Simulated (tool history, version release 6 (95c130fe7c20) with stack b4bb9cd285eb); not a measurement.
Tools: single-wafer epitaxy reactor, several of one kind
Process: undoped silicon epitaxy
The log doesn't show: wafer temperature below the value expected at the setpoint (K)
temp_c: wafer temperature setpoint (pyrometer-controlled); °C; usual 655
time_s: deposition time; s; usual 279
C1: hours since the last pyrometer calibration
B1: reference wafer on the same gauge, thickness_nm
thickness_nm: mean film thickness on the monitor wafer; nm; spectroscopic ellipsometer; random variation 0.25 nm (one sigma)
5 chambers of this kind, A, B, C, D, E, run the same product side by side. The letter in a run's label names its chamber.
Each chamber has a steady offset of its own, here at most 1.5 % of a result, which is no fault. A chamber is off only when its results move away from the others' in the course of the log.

run 1D hour=4.5 | temp_c=655 time_s=279 | C1=1748.7 | B1=46.489 | thickness_nm=51.683
run 2C hour=9.3 | temp_c=655 time_s=279 | C1=1775.2 | B1=46.475 | thickness_nm=51.858
run 3B hour=12.0 | temp_c=655 time_s=279 | C1=213.5 | B1=46.562 | thickness_nm=52.183
run 4A hour=15.7 | temp_c=655 time_s=279 | C1=2513.4 | B1=46.534 | thickness_nm=52.273
run 5E hour=19.7 | temp_c=655 time_s=279 | C1=125.7 | B1=46.562 | thickness_nm=52.714
run 6B hour=24.0 | temp_c=655 time_s=279 | C1=225.5 | B1=46.497 | thickness_nm=51.760
run 7E hour=26.6 | temp_c=655 time_s=279 | C1=132.6 | B1=46.489 | thickness_nm=52.427
run 8C hour=31.9 | temp_c=655 time_s=279 | C1=1797.8 | B1=46.445 | thickness_nm=51.445
run 9D hour=35.7 | temp_c=655 time_s=279 | C1=1779.9 | B1=46.530 | thickness_nm=52.405
run 10A hour=39.3 | temp_c=655 time_s=279 | C1=2537.0 | B1=46.501 | thickness_nm=51.905
run 11E hour=42.5 | temp_c=655 time_s=279 | C1=148.5 | B1=46.470 | thickness_nm=52.200
run 12A hour=46.0 | temp_c=655 time_s=279 | C1=2543.7 | B1=46.490 | thickness_nm=52.106
run 13D hour=50.7 | temp_c=655 time_s=279 | C1=1794.9 | B1=46.508 | thickness_nm=52.639
-- hour=54.3 chamber C: pyrometer calibrated
run 14B hour=55.2 | temp_c=655 time_s=279 | C1=256.7 | B1=46.481 | thickness_nm=51.849
run 15C hour=58.8 | temp_c=655 time_s=279 | C1=4.5 | B1=46.569 | thickness_nm=50.288
run 16C hour=64.3 | temp_c=655 time_s=279 | C1=10.0 | B1=46.488 | thickness_nm=50.244
run 17B hour=68.2 | temp_c=655 time_s=279 | C1=269.7 | B1=46.530 | thickness_nm=51.803
run 18D hour=73.0 | temp_c=655 time_s=279 | C1=1817.2 | B1=46.547 | thickness_nm=52.371
run 19A hour=77.5 | temp_c=655 time_s=279 | C1=2575.2 | B1=46.540 | thickness_nm=52.387
run 20E hour=82.9 | temp_c=655 time_s=279 | C1=188.9 | B1=46.554 | thickness_nm=51.918
run 21A hour=87.5 | temp_c=655 time_s=279 | C1=2585.2 | B1=46.484 | thickness_nm=52.106
run 22D hour=90.4 | temp_c=655 time_s=279 | C1=1834.6 | B1=46.567 | thickness_nm=52.515
run 23E hour=94.1 | temp_c=641 time_s=300 | C1=200.1 | B1=46.481 | thickness_nm=41.873
run 24B hour=98.9 | temp_c=641 time_s=300 | C1=300.4 | B1=46.462 | thickness_nm=41.255
run 25C hour=104.4 | temp_c=641 time_s=300 | C1=50.1 | B1=46.509 | thickness_nm=40.020
run 26D hour=110.1 | temp_c=641 time_s=300 | C1=1854.3 | B1=46.470 | thickness_nm=41.439
run 27A hour=115.0 | temp_c=641 time_s=300 | C1=2612.7 | B1=46.494 | thickness_nm=41.255
run 28E hour=120.0 | temp_c=666 time_s=279 | C1=226.0 | B1=46.511 | thickness_nm=66.319
run 29C hour=122.5 | temp_c=666 time_s=279 | C1=68.2 | B1=46.473 | thickness_nm=63.229
run 30B hour=126.3 | temp_c=666 time_s=279 | C1=327.8 | B1=46.509 | thickness_nm=65.785
run 31A hour=131.1 | temp_c=666 time_s=279 | C1=2628.8 | B1=46.497 | thickness_nm=65.625
run 32E hour=136.7 | temp_c=666 time_s=279 | C1=242.7 | B1=46.499 | thickness_nm=66.822
run 33D hour=141.8 | temp_c=655 time_s=242 | C1=1886.0 | B1=46.543 | thickness_nm=45.169
run 34B hour=145.4 | temp_c=655 time_s=242 | C1=346.9 | B1=46.476 | thickness_nm=45.078
run 35C hour=150.3 | temp_c=655 time_s=242 | C1=96.0 | B1=46.531 | thickness_nm=43.608
run 36D hour=154.2 | temp_c=655 time_s=242 | C1=1898.4 | B1=46.499 | thickness_nm=45.146
run 37E hour=157.5 | temp_c=655 time_s=242 | C1=263.5 | B1=46.468 | thickness_nm=45.502
run 38A hour=162.0 | temp_c=655 time_s=279 | C1=2659.7 | B1=46.521 | thickness_nm=52.136
run 39B hour=165.6 | temp_c=655 time_s=279 | C1=367.1 | B1=46.547 | thickness_nm=52.072
run 40C hour=169.6 | temp_c=655 time_s=279 | C1=115.3 | B1=46.490 | thickness_nm=50.357

All 5 chambers run these settings next. Forecast each chamber's results:
run 41A hour=173.8 | temp_c=655 time_s=279 | thickness_nm=?
run 41B hour=173.8 | temp_c=655 time_s=279 | thickness_nm=?
run 41C hour=173.8 | temp_c=655 time_s=279 | thickness_nm=?
run 41D hour=173.8 | temp_c=655 time_s=279 | thickness_nm=?
run 41E hour=173.8 | temp_c=655 time_s=279 | thickness_nm=?

run=41A thickness_nm=52.045
run=41B thickness_nm=52.298
run=41C thickness_nm=49.745
run=41D thickness_nm=52.329
run=41E thickness_nm=52.227
